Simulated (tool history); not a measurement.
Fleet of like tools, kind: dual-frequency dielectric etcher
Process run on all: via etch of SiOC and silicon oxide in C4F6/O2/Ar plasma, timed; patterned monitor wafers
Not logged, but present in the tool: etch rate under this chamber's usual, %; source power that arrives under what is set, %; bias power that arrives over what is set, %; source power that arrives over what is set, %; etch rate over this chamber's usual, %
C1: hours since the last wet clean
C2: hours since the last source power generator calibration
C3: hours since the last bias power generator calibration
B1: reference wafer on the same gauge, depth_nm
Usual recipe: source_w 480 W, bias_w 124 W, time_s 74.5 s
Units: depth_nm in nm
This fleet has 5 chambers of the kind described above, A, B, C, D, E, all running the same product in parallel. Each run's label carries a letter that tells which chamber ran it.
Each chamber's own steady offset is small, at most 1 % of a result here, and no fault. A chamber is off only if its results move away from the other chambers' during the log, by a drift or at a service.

Run 1C, hour 7.4: usual settings; C1 266.5; C2 1210.3; C3 702.7; B1 91.505. Result: depth_nm 81.231 nm.
Run 2A, hour 17.5: usual settings; C1 181.1; C2 2713.3; C3 3185.9; B1 91.502. Result: depth_nm 80.927 nm.
Run 3D, hour 29.6: usual settings; C1 68.6; C2 3152.7; C3 918.0; B1 91.492. Result: depth_nm 81.023 nm.
Run 4B, hour 38.5: usual settings; C1 203.9; C2 1041.1; C3 1634.1; B1 91.521. Result: depth_nm 79.884 nm.
Run 5E, hour 48.7: usual settings; C1 218.8; C2 2077.0; C3 1379.4; B1 91.593. Result: depth_nm 80.116 nm.
Run 6D, hour 59.1: usual settings but source_w 380 W, time_s 63.5 s; C1 98.1; C2 3182.2; C3 947.5; B1 91.480. Result: depth_nm 62.542 nm.
Run 7A, hour 69.8: usual settings but source_w 380 W, time_s 63.5 s; C1 233.4; C2 2765.6; C3 3238.2; B1 91.494. Result: depth_nm 63.022 nm.
Run 8C, hour 75.7: usual settings but source_w 380 W, time_s 63.5 s; C1 334.8; C2 1278.6; C3 771.0; B1 91.531. Result: depth_nm 62.888 nm.
Run 9B, hour 83.9: usual settings but source_w 380 W, time_s 63.5 s; C1 249.3; C2 1086.5; C3 1679.5; B1 91.481. Result: depth_nm 63.076 nm.
Run 10E, hour 92.9: usual settings but source_w 380 W, time_s 63.5 s; C1 263.0; C2 2121.2; C3 1423.6; B1 91.458. Result: depth_nm 62.425 nm.
Run 11E, hour 105.2: usual settings; C1 275.3; C2 2133.5; C3 1435.9; B1 91.442. Result: depth_nm 80.001 nm.
Run 12C, hour 116.7: usual settings; C1 375.8; C2 1319.6; C3 812.0; B1 91.412. Result: depth_nm 80.396 nm.
Run 13B, hour 123.1: usual settings but source_w 540 W, bias_w 147 W; C1 288.5; C2 1125.7; C3 1718.7; B1 91.550. Result: depth_nm 88.461 nm.
Run 14A, hour 131.1: usual settings but source_w 540 W, bias_w 147 W; C1 294.7; C2 2826.9; C3 3299.5; B1 91.558. Result: depth_nm 89.131 nm.
Run 15D, hour 142.9: usual settings but source_w 540 W, bias_w 147 W; C1 181.9; C2 3266.0; C3 1031.3; B1 91.556. Result: depth_nm 89.687 nm.
Run 16B, hour 154.1: usual settings but source_w 540 W, bias_w 147 W; C1 319.5; C2 1156.7; C3 1749.7; B1 91.483. Result: depth_nm 88.865 nm.
Run 17D, hour 163.6: usual settings but source_w 540 W, bias_w 147 W; C1 202.6; C2 3286.7; C3 1052.0; B1 91.532. Result: depth_nm 90.479 nm.
At hour 167.3: chamber C: wet clean of the chamber.
Run 18C, hour 172.4: usual settings; C1 5.1; C2 1375.3; C3 867.7; B1 91.448. Result: depth_nm 81.373 nm.
Run 19E, hour 184.9: usual settings; C1 355.0; C2 2213.2; C3 1515.6; B1 91.362. Result: depth_nm 80.390 nm.
Run 20A, hour 195.2: usual settings; C1 358.8; C2 2891.0; C3 3363.6; B1 91.537. Result: depth_nm 80.489 nm.
Run 21D, hour 202.3: usual settings; C1 241.3; C2 3325.4; C3 1090.7; B1 91.486. Result: depth_nm 80.584 nm.
Run 22E, hour 208.9: usual settings; C1 379.0; C2 2237.2; C3 1539.6; B1 91.356. Result: depth_nm 81.379 nm.
Run 23B, hour 215.1: usual settings but bias_w 146 W, time_s 64.0 s; C1 380.5; C2 1217.7; C3 1810.7; B1 91.511. Result: depth_nm 72.376 nm.
Run 24C, hour 222.1: usual settings but bias_w 146 W, time_s 64.0 s; C1 54.8; C2 1425.0; C3 917.4; B1 91.558. Result: depth_nm 73.379 nm.
Run 25A, hour 230.6: usual settings but bias_w 146 W, time_s 64.0 s; C1 394.2; C2 2926.4; C3 3399.0; B1 91.550. Result: depth_nm 71.988 nm.
Run 26B, hour 239.3: usual settings but bias_w 146 W, time_s 64.0 s; C1 404.7; C2 1241.9; C3 1834.9; B1 91.529. Result: depth_nm 72.081 nm.
Run 27C, hour 247.9: usual settings but bias_w 146 W, time_s 64.0 s; C1 80.6; C2 1450.8; C3 943.2; B1 91.339. Result: depth_nm 72.139 nm.
Run 28A, hour 259.2: usual settings but bias_w 134 W, time_s 95.0 s; C1 422.8; C2 2955.0; C3 3427.6; B1 91.550. Result: depth_nm 104.050 nm.
Run 29D, hour 271.6: usual settings but bias_w 134 W, time_s 95.0 s; C1 310.6; C2 3394.7; C3 1160.0; B1 91.491. Result: depth_nm 106.870 nm.
Run 30E, hour 281.8: usual settings but bias_w 134 W, time_s 95.0 s; C1 451.9; C2 2310.1; C3 1612.5; B1 91.534. Result: depth_nm 104.400 nm.
At hour 289.7: chamber E: wet clean of the chamber.
Run 31A, hour 293.4: usual settings but bias_w 134 W, time_s 95.0 s; C1 457.0; C2 2989.2; C3 3461.8; B1 91.392. Result: depth_nm 102.960 nm.
At hour 298.9: chamber A: bias power generator calibrated.
Run 32C, hour 302.1: usual settings but bias_w 134 W, time_s 95.0 s; C1 134.8; C2 1505.0; C3 997.4; B1 91.375. Result: depth_nm 105.840 nm.
Run 33D, hour 309.9: usual settings; C1 348.9; C2 3433.0; C3 1198.3; B1 91.586. Result: depth_nm 81.135 nm.
Run 34B, hour 315.5: usual settings; C1 480.9; C2 1318.1; C3 1911.1; B1 91.409. Result: depth_nm 79.887 nm.
Run 35E, hour 324.0: usual settings; C1 34.4; C2 2352.3; C3 1654.7; B1 91.553. Result: depth_nm 81.134 nm.
Run 36A, hour 334.6: usual settings; C1 498.2; C2 3030.4; C3 35.8; B1 91.482. Result: depth_nm 78.404 nm.
Run 37D, hour 346.0: usual settings but bias_w 107 W; C1 385.0; C2 3469.1; C3 1234.4; B1 91.479. Result: depth_nm 77.814 nm.
Run 38B, hour 353.4: usual settings but bias_w 107 W; C1 518.8; C2 1356.0; C3 1949.0; B1 91.570. Result: depth_nm 76.969 nm.
Run 39C, hour 360.3: usual settings but bias_w 107 W; C1 193.0; C2 1563.2; C3 1055.6; B1 91.451. Result: depth_nm 78.004 nm.
Run 40E, hour 371.0: usual settings but bias_w 107 W; C1 81.4; C2 2399.3; C3 1701.7; B1 91.580. Result: depth_nm 76.770 nm.

Next, every chamber runs the same settings. What will each give?
Run 41A, hour 379.9: usual settings but bias_w 105 W. Result: depth_nm ?.
Run 41B, hour 379.9: usual settings but bias_w 105 W. Result: depth_nm ?.
Run 41C, hour 379.9: usual settings but bias_w 105 W. Result: depth_nm ?.
Run 41D, hour 379.9: usual settings but bias_w 105 W. Result: depth_nm ?.
Run 41E, hour 379.9: usual settings but bias_w 105 W. Result: depth_nm ?.

run  depth_nm
41A    74.164
41B    76.456
41C    77.221
41D    76.782
41E    77.391
